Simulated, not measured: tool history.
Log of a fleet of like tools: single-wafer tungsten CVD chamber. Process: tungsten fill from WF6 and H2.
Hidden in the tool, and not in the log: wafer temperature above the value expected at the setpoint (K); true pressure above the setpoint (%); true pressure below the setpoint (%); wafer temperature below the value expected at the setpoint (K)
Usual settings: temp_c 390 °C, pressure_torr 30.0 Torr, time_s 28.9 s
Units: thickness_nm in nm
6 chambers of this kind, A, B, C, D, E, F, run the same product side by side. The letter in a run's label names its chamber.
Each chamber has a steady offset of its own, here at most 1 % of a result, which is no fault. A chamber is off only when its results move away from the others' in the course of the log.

run	hour	temp_c	pressure_torr	time_s	hours since the last thermocouple change	hours since the last manometer calibration	read-back reference wafer on the same gauge, thickness_nm	thickness_nm
1B	6.3	390	30.0	28.9	1054.1	1241.8	72.181	69.830
2F	14.8	390	30.0	28.9	2665.0	1164.5	72.167	69.818
3E	25.4	390	30.0	28.9	368.9	1915.7	72.163	70.006
4D	32.2	390	30.0	28.9	1285.0	1449.5	72.255	70.303
5A	45.6	390	30.0	28.9	524.4	973.4	72.186	69.828
6C	54.4	390	30.0	28.9	948.7	1080.2	72.200	69.773
7E	62.3	390	30.0	28.9	405.8	1952.6	72.252	70.418
# hour 66.0: chamber F: thermocouple changed; heater temperature recalibrated
8A	68.9	390	30.0	26.0	547.7	996.7	72.240	62.172
9D	75.1	390	30.0	26.0	1327.9	1492.4	72.281	62.910
10F	83.4	390	30.0	26.0	17.4	1233.1	72.214	62.677
11C	92.7	390	30.0	26.0	987.0	1118.5	72.293	63.179
12B	102.9	390	30.0	26.0	1150.7	1338.4	72.152	62.761
13C	113.4	390	30.0	26.0	1007.7	1139.2	72.175	62.236
14E	126.5	390	30.0	28.9	470.0	2016.8	72.149	69.207
# hour 133.8: chamber D: thermocouple changed; heater temperature recalibrated
15B	136.3	390	30.0	28.9	1184.1	1371.8	72.224	69.146
16F	148.1	390	30.0	28.9	82.1	1297.8	72.151	69.692
# hour 152.2: chamber D: capacitance manometer re-zeroed and calibrated
# hour 154.7: chamber C: capacitance manometer re-zeroed and calibrated
17A	160.7	399	30.0	34.3	639.5	1088.5	72.189	97.269
# hour 164.9: chamber B: thermocouple changed; heater temperature recalibrated
18D	171.7	399	30.0	34.3	38.0	19.5	72.136	94.519
19B	179.5	399	30.0	34.3	14.7	1415.0	72.195	97.984
20E	185.8	399	30.0	34.3	529.3	2076.1	72.161	98.317
21A	192.8	399	30.0	34.3	671.6	1120.6	72.293	98.189
22D	203.1	399	30.0	34.3	69.4	50.9	72.284	95.184
23F	210.1	390	30.0	28.9	144.1	1359.8	72.201	69.721
24C	218.4	390	30.0	28.9	1112.7	63.7	72.169	70.203
25D	224.8	390	27.6	28.9	91.1	72.6	72.202	64.348
26C	232.7	390	27.6	28.9	1127.0	78.0	72.115	66.519
27F	241.7	390	27.6	28.9	175.7	1391.4	72.251	67.133
28A	249.9	390	27.6	28.9	728.7	1177.7	72.253	67.206
29E	259.8	390	27.6	28.9	603.3	2150.1	72.337	67.208
30B	269.3	390	27.6	28.9	104.5	1504.8	72.217	67.045
31D	277.6	390	30.0	28.9	143.9	125.4	72.176	66.757
32E	285.0	390	30.0	28.9	628.5	2175.3	72.188	70.187
33C	295.5	390	30.0	28.9	1189.8	140.8	72.146	69.070
34A	304.8	390	36.5	28.9	783.6	1232.6	72.164	76.304
35B	315.9	390	36.5	28.9	151.1	1551.4	72.216	76.901
36F	326.9	390	36.5	28.9	260.9	1476.6	72.271	76.114
37B	334.0	390	36.5	28.9	169.2	1569.5	72.143	75.794
# hour 340.5: chamber A: thermocouple changed; heater temperature recalibrated
38C	343.6	390	36.5	28.9	1237.9	188.9	72.171	76.879
39D	354.3	390	36.5	28.9	220.6	202.1	72.200	73.591
40F	365.7	390	30.0	28.9	299.7	1515.4	72.231	69.012
# hour 372.0: chamber E: capacitance manometer re-zeroed and calibrated
41A	376.1	390	30.0	28.9	35.7	1303.9	72.200	69.602
42E	384.3	390	30.0	28.9	727.8	12.3	72.178	69.456

Next, every chamber runs the same settings. What will each give?
43A	394.1	402	30.0	28.9				?
43B	394.1	402	30.0	28.9				?
43C	394.1	402	30.0	28.9				?
43D	394.1	402	30.0	28.9				?
43E	394.1	402	30.0	28.9				?
43F	394.1	402	30.0	28.9				?

run	thickness_nm
43A	87.013
43B	87.059
43C	87.585
43D	83.431
43E	85.927
43F	87.335

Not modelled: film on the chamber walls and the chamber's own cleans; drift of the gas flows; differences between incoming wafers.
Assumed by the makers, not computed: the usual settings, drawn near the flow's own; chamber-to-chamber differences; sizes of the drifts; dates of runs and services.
